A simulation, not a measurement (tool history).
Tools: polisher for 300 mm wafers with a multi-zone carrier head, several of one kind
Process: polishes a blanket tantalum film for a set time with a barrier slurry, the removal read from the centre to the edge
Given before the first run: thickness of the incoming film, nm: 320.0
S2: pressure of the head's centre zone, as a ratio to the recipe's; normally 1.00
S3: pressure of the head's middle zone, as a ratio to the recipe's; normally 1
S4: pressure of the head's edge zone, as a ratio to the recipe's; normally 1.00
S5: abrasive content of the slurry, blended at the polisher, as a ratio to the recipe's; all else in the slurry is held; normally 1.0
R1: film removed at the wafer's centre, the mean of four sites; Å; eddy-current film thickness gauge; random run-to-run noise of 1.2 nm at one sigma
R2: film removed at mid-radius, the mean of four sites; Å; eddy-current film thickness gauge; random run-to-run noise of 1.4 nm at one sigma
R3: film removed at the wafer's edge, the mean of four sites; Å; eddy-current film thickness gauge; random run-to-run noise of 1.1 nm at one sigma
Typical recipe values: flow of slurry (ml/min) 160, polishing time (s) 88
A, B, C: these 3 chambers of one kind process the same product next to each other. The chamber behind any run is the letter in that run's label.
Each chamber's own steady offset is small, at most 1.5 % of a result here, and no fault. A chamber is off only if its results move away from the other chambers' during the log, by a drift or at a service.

-- hour=12.6 chamber A: worn pad replaced by a new one
run 1C hour=12.8 | flow_of_slurry_(ml/min)=160 S2=1.00 S3=1 S4=1.00 S5=1.0 polishing_time_(s)=88 | R1=1017.90 R2=1054.70 R3=1039.80
-- hour=19.2 chamber C: edge zone pressure recalibrated
-- hour=26.4 chamber B: worn pad replaced by a new one
run 2A hour=27.3 | flow_of_slurry_(ml/min)=160 S2=1.00 S3=1 S4=1.00 S5=1.0 polishing_time_(s)=88 | R1=1042.20 R2=1058.30 R3=1050.80
run 3B hour=37.4 | flow_of_slurry_(ml/min)=160 S2=1.00 S3=1 S4=1.00 S5=1.0 polishing_time_(s)=88 | R1=1033.50 R2=1028.30 R3=1045.70
run 4B hour=44.3 | flow_of_slurry_(ml/min)=160 S2=1.00 S3=1 S4=1.00 S5=1.0 polishing_time_(s)=88 | R1=1025.60 R2=1038.60 R3=1029.10
run 5A hour=52.6 | flow_of_slurry_(ml/min)=160 S2=1.00 S3=1 S4=1.00 S5=1.0 polishing_time_(s)=88 | R1=1059.60 R2=1030.40 R3=1049.20
run 6C hour=66.1 | flow_of_slurry_(ml/min)=160 S2=1.00 S3=1 S4=1.00 S5=1.0 polishing_time_(s)=88 | R1=1036.40 R2=1038.30 R3=1051.50
run 7B hour=77.3 | flow_of_slurry_(ml/min)=160 S2=1.00 S3=1 S4=1.00 S5=1.0 polishing_time_(s)=88 | R1=1041.90 R2=1057.30 R3=1055.60
run 8A hour=84.8 | flow_of_slurry_(ml/min)=160 S2=1.00 S3=1 S4=1.00 S5=1.0 polishing_time_(s)=88 | R1=1043.30 R2=1047.50 R3=1036.90
-- hour=89.8 chamber C: worn pad replaced by a new one
run 9C hour=94.3 | flow_of_slurry_(ml/min)=160 S2=1.00 S3=1 S4=0.93 S5=0.8 polishing_time_(s)=88 | R1=957.15 R2=967.69 R3=940.98
-- hour=105.0 chamber B: worn pad replaced by a new one
run 10C hour=107.9 | flow_of_slurry_(ml/min)=160 S2=1.00 S3=1 S4=0.93 S5=0.8 polishing_time_(s)=88 | R1=996.42 R2=968.49 R3=918.99
run 11A hour=117.8 | flow_of_slurry_(ml/min)=160 S2=1.00 S3=1 S4=0.93 S5=0.8 polishing_time_(s)=88 | R1=989.36 R2=960.39 R3=930.03
run 12B hour=131.9 | flow_of_slurry_(ml/min)=160 S2=1.00 S3=1 S4=1.00 S5=1.0 polishing_time_(s)=88 | R1=1055.30 R2=1042.20 R3=1055.90
-- hour=133.8 chamber A: worn pad replaced by a new one
run 13A hour=144.9 | flow_of_slurry_(ml/min)=160 S2=1.00 S3=1 S4=1.00 S5=1.0 polishing_time_(s)=88 | R1=1056.90 R2=1039.10 R3=1046.30
run 14C hour=155.7 | flow_of_slurry_(ml/min)=160 S2=1.00 S3=1 S4=1.00 S5=1.0 polishing_time_(s)=88 | R1=1025.80 R2=1034.50 R3=1048.20
run 15B hour=164.6 | flow_of_slurry_(ml/min)=160 S2=1.00 S3=1 S4=1.00 S5=1.0 polishing_time_(s)=88 | R1=1036.30 R2=1049.10 R3=1047.20
-- hour=169.1 chamber B: worn pad replaced by a new one
run 16B hour=172.8 | flow_of_slurry_(ml/min)=160 S2=1.00 S3=1 S4=1.00 S5=1.0 polishing_time_(s)=88 | R1=1046.40 R2=1058.80 R3=1050.80
run 17C hour=185.0 | flow_of_slurry_(ml/min)=160 S2=1.00 S3=1 S4=1.00 S5=1.0 polishing_time_(s)=88 | R1=1043.20 R2=1014.60 R3=1022.90
run 18A hour=198.7 | flow_of_slurry_(ml/min)=160 S2=1.00 S3=1 S4=1.00 S5=1.0 polishing_time_(s)=88 | R1=1053.30 R2=1049.40 R3=1037.00
run 19C hour=207.8 | flow_of_slurry_(ml/min)=160 S2=1.00 S3=1 S4=1.00 S5=1.0 polishing_time_(s)=88 | R1=1043.60 R2=1048.40 R3=1027.60
run 20B hour=221.5 | flow_of_slurry_(ml/min)=160 S2=1.00 S3=1 S4=1.00 S5=1.0 polishing_time_(s)=88 | R1=1034.30 R2=1052.00 R3=1031.20
run 21A hour=232.8 | flow_of_slurry_(ml/min)=160 S2=1.06 S3=1 S4=1.00 S5=1.0 polishing_time_(s)=88 | R1=1104.60 R2=1035.10 R3=1051.40

Each of the 3 chambers runs these same settings next. Fill in every chamber's results:
run 22A hour=243.2 | flow_of_slurry_(ml/min)=160 S2=1.00 S3=1 S4=1.00 S5=0.8 polishing_time_(s)=88 | R1=? R2=? R3=?
run 22B hour=243.2 | flow_of_slurry_(ml/min)=160 S2=1.00 S3=1 S4=1.00 S5=0.8 polishing_time_(s)=88 | R1=? R2=? R3=?
run 22C hour=243.2 | flow_of_slurry_(ml/min)=160 S2=1.00 S3=1 S4=1.00 S5=0.8 polishing_time_(s)=88 | R1=? R2=? R3=?

run=22A R1=979.24 R2=966.70 R3=987.28
run=22B R1=961.04 R2=980.13 R3=954.82
run=22C R1=957.19 R2=966.70 R3=959.96

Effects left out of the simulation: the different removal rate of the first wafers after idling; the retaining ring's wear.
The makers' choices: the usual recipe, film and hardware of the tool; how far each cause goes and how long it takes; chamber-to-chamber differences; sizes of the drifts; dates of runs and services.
